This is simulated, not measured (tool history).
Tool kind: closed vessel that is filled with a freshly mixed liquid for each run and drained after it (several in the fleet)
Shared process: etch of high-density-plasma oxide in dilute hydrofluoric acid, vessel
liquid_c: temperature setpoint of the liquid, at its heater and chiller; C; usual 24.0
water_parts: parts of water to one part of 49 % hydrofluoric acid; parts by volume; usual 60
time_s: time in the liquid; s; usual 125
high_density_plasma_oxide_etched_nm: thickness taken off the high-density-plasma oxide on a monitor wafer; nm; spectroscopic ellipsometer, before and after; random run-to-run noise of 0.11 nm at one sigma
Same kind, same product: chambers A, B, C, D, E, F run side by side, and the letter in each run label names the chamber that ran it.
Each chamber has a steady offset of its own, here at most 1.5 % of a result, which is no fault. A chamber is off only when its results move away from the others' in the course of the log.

run	hour	liquid_c	water_parts	time_s	hours since the thermometer was replaced	hours since the hydrofluoric acid flow meter was replaced	read-back film thickness of the high-density-plasma oxide reference wafer, read on the same gauge (nm)	high_density_plasma_oxide_etched_nm
1B	9.9	24.0	60	125	981.5	345.8	130.00	11.3390
2F	17.9	24.0	60	125	208.8	439.7	130.01	11.1480
3E	26.8	24.0	60	125	1756.2	362.3	129.97	11.0440
4C	32.1	24.0	60	125	674.2	186.9	130.00	11.3960
5A	43.0	24.0	60	125	1633.9	424.3	130.01	11.3660
6D	51.1	24.0	60	125	195.9	369.0	129.96	11.3590
7E	60.3	22.0	60	125	1789.7	395.8	130.01	10.2270
8A	68.0	22.0	60	125	1658.9	449.3	130.02	10.5900
9C	79.4	22.0	60	125	721.5	234.2	129.99	10.3030
10F	87.0	22.0	60	125	277.9	508.8	129.97	10.3020
11B	96.8	22.0	60	125	1068.4	432.7	130.05	10.3390
12D	104.7	22.0	60	125	249.5	422.6	130.04	10.2350
13B	113.4	26.0	60	160	1085.0	449.3	130.02	15.3440
14C	121.3	26.0	60	160	763.4	276.1	129.95	15.7450
15A	132.7	26.0	60	160	1723.6	514.0	129.94	15.9780
16E	142.5	26.0	60	160	1871.9	478.0	129.96	15.6100
17F	149.1	26.0	60	160	340.0	570.9	130.06	15.4090
# hour 155.8: chamber E: hydrofluoric acid flow meter replaced
18D	159.6	26.0	60	160	304.4	477.5	130.00	15.5270
19A	165.3	24.0	60	125	1756.2	546.6	130.03	11.4390
20E	172.6	24.0	60	125	1902.0	16.8	130.01	11.1330
21B	180.0	24.0	60	125	1151.6	515.9	130.01	11.1020
22F	186.3	24.0	60	165	377.2	608.1	130.00	14.4980
23D	197.3	24.0	60	165	342.1	515.2	129.98	14.8410
24C	205.0	24.0	60	165	847.1	359.8	130.03	14.8450
25B	214.5	24.0	60	165	1186.1	550.4	130.01	14.8100
26F	220.1	24.0	60	165	411.0	641.9	130.05	14.7070
# hour 223.8: chamber C: thermometer replaced
27A	228.8	24.0	60	165	1819.7	610.1	129.98	14.8610
28D	240.8	24.0	60	125	385.6	558.7	129.96	11.3410
29E	249.4	20.5	60	125	1978.8	93.6	130.00	9.5707
30C	255.0	20.5	60	125	31.3	409.8	130.03	9.7974
31A	261.4	20.5	60	125	1852.3	642.7	130.00	9.7846
32F	269.2	20.5	60	125	460.1	691.0	130.02	9.6277
33D	276.2	20.5	60	125	421.0	594.1	130.02	9.8294
34C	287.5	20.5	60	125	63.8	442.3	129.98	9.7837
35E	298.5	24.0	60	125	2027.9	142.7	130.04	11.3830
36B	307.2	24.0	60	125	1278.8	643.1	130.03	11.2680
37D	318.8	24.0	60	125	463.6	636.7	129.97	11.2820
38C	325.6	24.0	60	125	101.9	480.4	130.04	11.2140
39E	332.9	24.0	60	125	2062.3	177.1	130.02	11.0770
40F	341.6	22.0	60	125	532.5	763.4	129.99	10.3050
41A	349.6	22.0	60	125	1940.5	730.9	129.97	10.5900
42B	354.8	22.0	60	125	1326.4	690.7	130.02	10.2320

The same settings go to every chamber for the next run, one line per chamber below. Forecast the results for each:
43A	363.3	24.0	60	125				?
43B	363.3	24.0	60	125				?
43C	363.3	24.0	60	125				?
43D	363.3	24.0	60	125				?
43E	363.3	24.0	60	125				?
43F	363.3	24.0	60	125				?

run	high_density_plasma_oxide_etched_nm
43A	11.3240
43B	11.2060
43C	11.2320
43D	11.1490
43E	11.2780
43F	11.3220
